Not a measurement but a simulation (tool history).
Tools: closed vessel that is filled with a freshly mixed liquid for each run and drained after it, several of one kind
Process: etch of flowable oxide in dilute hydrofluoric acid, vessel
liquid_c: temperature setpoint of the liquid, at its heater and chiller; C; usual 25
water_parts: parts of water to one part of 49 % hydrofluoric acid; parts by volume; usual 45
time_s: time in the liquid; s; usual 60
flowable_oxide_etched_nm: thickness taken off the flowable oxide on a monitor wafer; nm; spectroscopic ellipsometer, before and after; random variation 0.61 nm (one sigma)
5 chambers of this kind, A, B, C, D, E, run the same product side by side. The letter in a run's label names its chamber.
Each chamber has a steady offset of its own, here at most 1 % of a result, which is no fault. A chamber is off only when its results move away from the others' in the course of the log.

| run | day | liquid_c | water_parts | time_s | hours since the thermometer was replaced | hours since the hydrofluoric acid flow meter was replaced | read-back film thickness of the flowable oxide reference wafer, read on the same gauge (nm) | flowable_oxide_etched_nm |
|---|---|---|---|---|---|---|---|---|
| 1D | 0.167 | 25 | 45 | 60 | 167.7 | 860.5 | 49.981 | 60.791 |
| 2C | 0.488 | 25 | 45 | 60 | 1865.2 | 331.5 | 50.022 | 60.529 |
| 3A | 0.742 | 25 | 45 | 60 | 701.3 | 1397.2 | 49.992 | 62.963 |
| 4B | 0.95 | 25 | 45 | 60 | 867.8 | 1077.3 | 50.009 | 62.173 |
| 5E | 1.258 | 21 | 45 | 40 | 1127.3 | 1694.8 | 50.02 | 33.978 |
| 6E | 1.462 | 21 | 45 | 40 | 1132.2 | 1699.7 | 50.015 | 34.588 |
| 7B | 1.692 | 21 | 45 | 40 | 885.6 | 1095.1 | 50.002 | 35.138 |
| 8C | 1.896 | 21 | 45 | 40 | 1899 | 365.3 | 50.012 | 34.573 |
| 9A | 2.167 | 21 | 45 | 40 | 735.5 | 1431.4 | 49.998 | 35.601 |
| 10D | 2.333 | 25 | 45 | 60 | 219.7 | 912.5 | 49.985 | 60.398 |
| 11B | 2.638 | 25 | 45 | 60 | 908.3 | 1117.8 | 50.008 | 62.421 |
| 12D | 2.962 | 25 | 45 | 60 | 234.8 | 927.6 | 50.022 | 60.774 |
| 13A | 3.246 | 25 | 45 | 60 | 761.4 | 1457.3 | 50.028 | 61.419 |
| 14E | 3.462 | 25 | 45 | 60 | 1180.2 | 1747.7 | 50.003 | 60.863 |
| 15C | 3.75 | 25 | 45 | 60 | 1943.5 | 409.8 | 49.998 | 61.401 |
| 16B | 4 | 25 | 45 | 60 | 941 | 1150.5 | 50.023 | 63.3 |
| 17E | 4.167 | 22 | 30 | 60 | 1197.1 | 1764.6 | 50.032 | 82.601 |
| 18C | 4.496 | 22 | 30 | 60 | 1961.4 | 427.7 | 50.023 | 81.924 |
|  | 4.704 | chamber C: thermometer replaced |
| 19A | 4.817 | 22 | 30 | 60 | 799.1 | 1495 | 50.024 | 83.936 |
| 20D | 4.992 | 22 | 30 | 60 | 283.5 | 976.3 | 49.983 | 79.517 |
| 21A | 5.208 | 22 | 30 | 60 | 808.5 | 1504.4 | 50.021 | 82.684 |
| 22D | 5.371 | 25 | 45 | 60 | 292.6 | 985.4 | 49.998 | 58.781 |
| 23E | 5.529 | 25 | 45 | 60 | 1229.8 | 1797.3 | 49.982 | 62.193 |
| 24C | 5.683 | 25 | 45 | 60 | 23.5 | 456.2 | 49.997 | 62.17 |
| 25B | 5.95 | 25 | 45 | 60 | 987.8 | 1197.3 | 50.005 | 61.974 |
| 26A | 6.246 | 29 | 45 | 30 | 833.4 | 1529.3 | 50.005 | 35.766 |
| 27D | 6.467 | 29 | 45 | 30 | 318.9 | 1011.7 | 49.988 | 33.878 |
| 28E | 6.704 | 29 | 45 | 30 | 1258 | 1825.5 | 50.009 | 36.333 |
| 29B | 6.933 | 29 | 45 | 30 | 1011.4 | 1220.9 | 49.997 | 36.688 |
| 30C | 7.15 | 29 | 45 | 30 | 58.7 | 491.4 | 49.998 | 36.081 |
| 31A | 7.371 | 25 | 45 | 60 | 860.4 | 1556.3 | 49.995 | 61.704 |
| 32C | 7.596 | 25 | 45 | 60 | 69.4 | 502.1 | 50.019 | 61.814 |
| 33D | 7.858 | 25 | 45 | 60 | 352.3 | 1045.1 | 50.019 | 55.236 |
| 34B | 8.025 | 25 | 45 | 60 | 1037.6 | 1247.1 | 49.977 | 61.759 |
| 35E | 8.321 | 25 | 45 | 60 | 1296.8 | 1864.3 | 50.018 | 61.681 |
| 36C | 8.492 | 25 | 45 | 60 | 90.9 | 523.6 | 49.985 | 61.095 |
| 37B | 8.783 | 25 | 45 | 60 | 1055.8 | 1265.3 | 50.001 | 62.602 |
| 38E | 9.025 | 25 | 55 | 60 | 1313.7 | 1881.2 | 50.006 | 49.393 |

All 5 chambers run these settings next. Forecast each chamber's results:
| 39A | 9.262 | 25 | 45 | 85 |  |  |  | ? |
| 39B | 9.262 | 25 | 45 | 85 |  |  |  | ? |
| 39C | 9.262 | 25 | 45 | 85 |  |  |  | ? |
| 39D | 9.262 | 25 | 45 | 85 |  |  |  | ? |
| 39E | 9.262 | 25 | 45 | 85 |  |  |  | ? |

| run | flowable_oxide_etched_nm |
|---|---|
| 39A | 87.877 |
| 39B | 88.034 |
| 39C | 87.663 |
| 39D | 78.961 |
| 39E | 87.557 |
